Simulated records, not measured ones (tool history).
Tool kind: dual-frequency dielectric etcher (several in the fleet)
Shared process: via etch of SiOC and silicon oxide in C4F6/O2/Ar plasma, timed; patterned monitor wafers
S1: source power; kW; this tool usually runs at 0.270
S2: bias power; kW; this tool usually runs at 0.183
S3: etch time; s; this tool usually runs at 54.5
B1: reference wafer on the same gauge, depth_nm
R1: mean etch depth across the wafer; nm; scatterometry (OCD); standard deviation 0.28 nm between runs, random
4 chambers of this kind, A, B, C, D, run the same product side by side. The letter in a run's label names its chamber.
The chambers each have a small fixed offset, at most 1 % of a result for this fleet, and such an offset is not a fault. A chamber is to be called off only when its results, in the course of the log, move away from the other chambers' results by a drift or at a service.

Run 1C, hour 3.4: usual settings; B1 59.804. Result: R1 53.224 nm.
Run 2A, hour 6.1: usual settings; B1 59.798. Result: R1 53.457 nm.
Run 3B, hour 10.3: usual settings; B1 59.746. Result: R1 53.061 nm.
Run 4D, hour 13.1: usual settings; B1 59.835. Result: R1 53.689 nm.
Run 5C, hour 16.8: usual settings; B1 59.822. Result: R1 53.139 nm.
Run 6A, hour 19.5: usual settings; B1 59.739. Result: R1 54.073 nm.
Run 7D, hour 22.6: usual settings; B1 59.812. Result: R1 53.731 nm.
Run 8B, hour 24.8: usual settings; B1 59.816. Result: R1 52.700 nm.
Run 9C, hour 27.4: usual settings; B1 59.809. Result: R1 53.559 nm.
Run 10A, hour 29.4: usual settings; B1 59.779. Result: R1 53.949 nm.
Run 11D, hour 31.9: usual settings; B1 59.809. Result: R1 53.664 nm.
Run 12B, hour 36.1: usual settings but S1 0.330 kW; B1 59.792. Result: R1 57.100 nm.
Run 13C, hour 40.8: usual settings but S1 0.330 kW; B1 59.823. Result: R1 57.666 nm.
Run 14A, hour 44.0: usual settings but S1 0.330 kW; B1 59.800. Result: R1 57.964 nm.
Run 15B, hour 47.3: usual settings but S1 0.330 kW; B1 59.817. Result: R1 57.491 nm.
Run 16D, hour 51.0: usual settings; B1 59.691. Result: R1 53.187 nm.
Run 17A, hour 55.4: usual settings; B1 59.726. Result: R1 53.704 nm.
Run 18D, hour 59.6: usual settings; B1 59.764. Result: R1 53.984 nm.
Run 19C, hour 62.0: usual settings; B1 59.801. Result: R1 53.518 nm.
Run 20B, hour 65.2: usual settings; B1 59.932. Result: R1 52.894 nm.
At hour 65.9: chamber A: bias power generator calibrated.
Run 21B, hour 67.7: usual settings; B1 59.830. Result: R1 53.214 nm.
Run 22C, hour 70.8: usual settings; B1 59.825. Result: R1 53.355 nm.
Run 23D, hour 75.0: usual settings; B1 59.752. Result: R1 53.846 nm.
Run 24A, hour 78.4: usual settings; B1 59.755. Result: R1 53.563 nm.
Run 25C, hour 82.0: usual settings; B1 59.836. Result: R1 53.722 nm.
At hour 86.2: chamber A: source power generator calibrated.
Run 26A, hour 86.5: usual settings; B1 59.742. Result: R1 53.674 nm.
Run 27D, hour 89.3: usual settings; B1 59.761. Result: R1 53.278 nm.
Run 28B, hour 93.0: usual settings; B1 59.814. Result: R1 53.384 nm.
Run 29A, hour 96.6: usual settings; B1 59.749. Result: R1 53.785 nm.
Run 30B, hour 99.9: usual settings; B1 59.820. Result: R1 53.348 nm.
Run 31D, hour 104.2: usual settings; B1 59.906. Result: R1 53.868 nm.
Run 32C, hour 108.5: usual settings; B1 59.811. Result: R1 53.160 nm.
Run 33C, hour 111.6: usual settings but S1 0.250 kW, S2 0.155 kW; B1 59.762. Result: R1 48.361 nm.
Run 34B, hour 114.8: usual settings but S1 0.250 kW, S2 0.155 kW; B1 59.835. Result: R1 48.873 nm.
Run 35D, hour 118.7: usual settings but S1 0.250 kW, S2 0.155 kW; B1 59.781. Result: R1 48.931 nm.
Run 36A, hour 122.5: usual settings but S1 0.250 kW, S2 0.155 kW; B1 59.866. Result: R1 49.618 nm.
Run 37D, hour 126.8: usual settings; B1 59.714. Result: R1 53.555 nm.
Run 38B, hour 130.9: usual settings; B1 59.817. Result: R1 52.782 nm.
Run 39C, hour 135.0: usual settings; B1 59.743. Result: R1 53.100 nm.
Run 40A, hour 137.3: usual settings; B1 59.780. Result: R1 53.879 nm.

Is one chamber out of step, is the gauge drifting, or do the chambers differ by no more than their own small offsets? For an off chamber, give its letter and the likeliest cause.

The fleet is healthy, with each chamber sitting at its usual small offset and no drift in the gauge.
